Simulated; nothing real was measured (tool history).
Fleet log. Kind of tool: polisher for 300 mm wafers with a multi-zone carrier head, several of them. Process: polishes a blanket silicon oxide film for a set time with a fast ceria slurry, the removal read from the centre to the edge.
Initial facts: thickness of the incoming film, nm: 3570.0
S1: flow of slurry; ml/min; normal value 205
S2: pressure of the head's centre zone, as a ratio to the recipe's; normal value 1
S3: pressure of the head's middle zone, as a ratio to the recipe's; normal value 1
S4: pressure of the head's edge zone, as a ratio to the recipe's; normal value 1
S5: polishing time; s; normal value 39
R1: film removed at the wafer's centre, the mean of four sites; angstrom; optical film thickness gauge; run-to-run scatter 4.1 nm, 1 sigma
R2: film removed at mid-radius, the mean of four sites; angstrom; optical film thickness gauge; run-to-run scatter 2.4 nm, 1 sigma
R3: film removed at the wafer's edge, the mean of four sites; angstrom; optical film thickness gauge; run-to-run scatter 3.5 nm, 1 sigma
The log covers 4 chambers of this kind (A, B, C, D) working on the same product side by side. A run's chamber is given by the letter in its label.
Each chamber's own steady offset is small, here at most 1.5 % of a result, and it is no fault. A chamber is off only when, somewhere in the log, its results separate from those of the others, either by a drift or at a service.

| run | hour | S1 | S2 | S3 | S4 | S5 | R1 | R2 | R3 |
|---|---|---|---|---|---|---|---|---|---|
|  | 6.1 | chamber C: worn pad replaced by a new one |
| 1D | 6.1 | 205 | 1 | 1 | 1 | 39 | 3622.3 | 3513.2 | 3482.8 |
| 2C | 15.2 | 205 | 1 | 1 | 1 | 39 | 3560.1 | 3539 | 3573.3 |
|  | 19.5 | chamber D: worn pad replaced by a new one |
| 3B | 20.7 | 205 | 1 | 1 | 1 | 39 | 3484 | 3534.6 | 3546.6 |
|  | 26.2 | chamber A: worn pad replaced by a new one |
| 4A | 26.3 | 205 | 1 | 1 | 1 | 39 | 3534.5 | 3465.7 | 3488.4 |
| 5A | 34.8 | 205 | 1 | 1 | 1 | 39 | 3513.6 | 3489.5 | 3492.1 |
| 6C | 39.1 | 205 | 1 | 1 | 1 | 39 | 3525.2 | 3545.4 | 3495.2 |
|  | 44 | chamber D: centre zone pressure recalibrated |
| 7D | 47.3 | 205 | 1 | 1 | 1 | 39 | 3508.7 | 3541.5 | 3498.7 |
|  | 49.4 | chamber B: worn pad replaced by a new one |
| 8B | 53 | 205 | 1 | 1 | 1 | 39 | 3562.5 | 3480.1 | 3499.6 |
| 9A | 60.1 | 205 | 1 | 1 | 1 | 39 | 3523.7 | 3548.4 | 3461.3 |
| 10B | 64.3 | 205 | 1 | 1 | 1 | 39 | 3454.3 | 3486.7 | 3574.2 |
| 11D | 73.1 | 205 | 1 | 1 | 1 | 39 | 3563.9 | 3526.3 | 3491.1 |
|  | 76.5 | chamber D: worn pad replaced by a new one |
|  | 79.8 | chamber C: worn pad replaced by a new one |
| 12C | 81.7 | 270 | 1 | 1 | 1 | 28 | 2617.5 | 2599.7 | 2563.9 |
| 13A | 91.2 | 270 | 1 | 1 | 1 | 28 | 2645.2 | 2612.2 | 2596.9 |
|  | 93.2 | chamber B: worn pad replaced by a new one |
|  | 95.9 | chamber A: worn pad replaced by a new one |
| 14D | 96.5 | 270 | 1 | 1 | 1 | 28 | 2646.9 | 2597.5 | 2562.6 |
| 15B | 105.6 | 270 | 1 | 1 | 1 | 28 | 2639.1 | 2567.6 | 2640.8 |
| 16C | 113.2 | 205 | 1 | 1 | 1 | 39 | 3453.7 | 3478 | 3415.1 |
| 17B | 120.4 | 205 | 1 | 1 | 1 | 39 | 3461.7 | 3483 | 3511.5 |
| 18A | 126.8 | 205 | 1 | 1 | 1 | 39 | 3560.4 | 3513.5 | 3494.9 |
| 19C | 131.8 | 205 | 1 | 1 | 1 | 39 | 3398.8 | 3411.3 | 3379.3 |
|  | 137.9 | chamber B: slurry nozzle cleaned |
| 20D | 138.2 | 205 | 1 | 1 | 1 | 39 | 3539.3 | 3530.9 | 3451.5 |
|  | 141.3 | chamber D: worn pad replaced by a new one |
|  | 142.8 | chamber C: worn pad replaced by a new one |
| 21D | 143.8 | 205 | 1 | 1 | 1 | 39 | 3593 | 3497.7 | 3518.3 |
| 22A | 148.1 | 205 | 1 | 1 | 1 | 52 | 4602.7 | 4689.7 | 4714.7 |
|  | 148.2 | chamber B: worn pad replaced by a new one |
| 23B | 154.2 | 205 | 1 | 1 | 1 | 52 | 4631.3 | 4640.9 | 4780.1 |
| 24C | 159.2 | 205 | 1 | 1 | 1 | 52 | 4304.3 | 4523.2 | 4477.1 |
| 25D | 166.9 | 205 | 1 | 1 | 1 | 52 | 4682.3 | 4660.9 | 4686.6 |
|  | 169.2 | chamber A: worn pad replaced by a new one |
| 26A | 171.1 | 205 | 1 | 1 | 1 | 39 | 3555.8 | 3524.8 | 3512.1 |

Has any chamber moved away from the others, gradually or after a service, or does the common gauge drift, or do the chambers differ only by their own small steady offsets? State the chamber and the most likely cause if one applies.

Chamber C drifts away from the others.
Cause: slurry flow missing at the pad, % = 31.6.

Chamber C could run next with any of the 4 candidate recipes listed below; each alters the usual settings, and their results appear as question marks. Which one brings its results back in line with what the other chambers deliver on the usual settings?
A result is in line if it is within this distance of the other chambers' mean on the usual settings: R1 140 angstrom; R2 84 angstrom; R3 120 angstrom
| 27C-1 | 178 | 205 | 1 | 0.99 | 1 | 39 | ? | ? | ? |
| 27C-2 | 178 | 205 | 1 | 1.01 | 1 | 39 | ? | ? | ? |
| 27C-3 | 178 | 200 | 0.98 | 1 | 1.01 | 37 | ? | ? | ? |
| 27C-4 | 178 | 210 | 1.02 | 1.01 | 0.99 | 41 | ? | ? | ? |

Usual-settings mean across the other chambers: R1 3518.3 angstrom; R2 3509.3 angstrom; R3 3518.9 angstrom
| run | R1 | R2 | R3 |
|---|---|---|---|
| 27C-1 | 3282.4 | 3284.5 | 3361.7 |
| 27C-2 | 3282.9 | 3344.5 | 3360.7 |
| 27C-3 | 3027.7 | 3129 | 3193.8 |
| 27C-4 | 3547.2 | 3532.6 | 3526.9 |
The answer is 27C-4, which returns the chamber to within the allowed miss of the others.
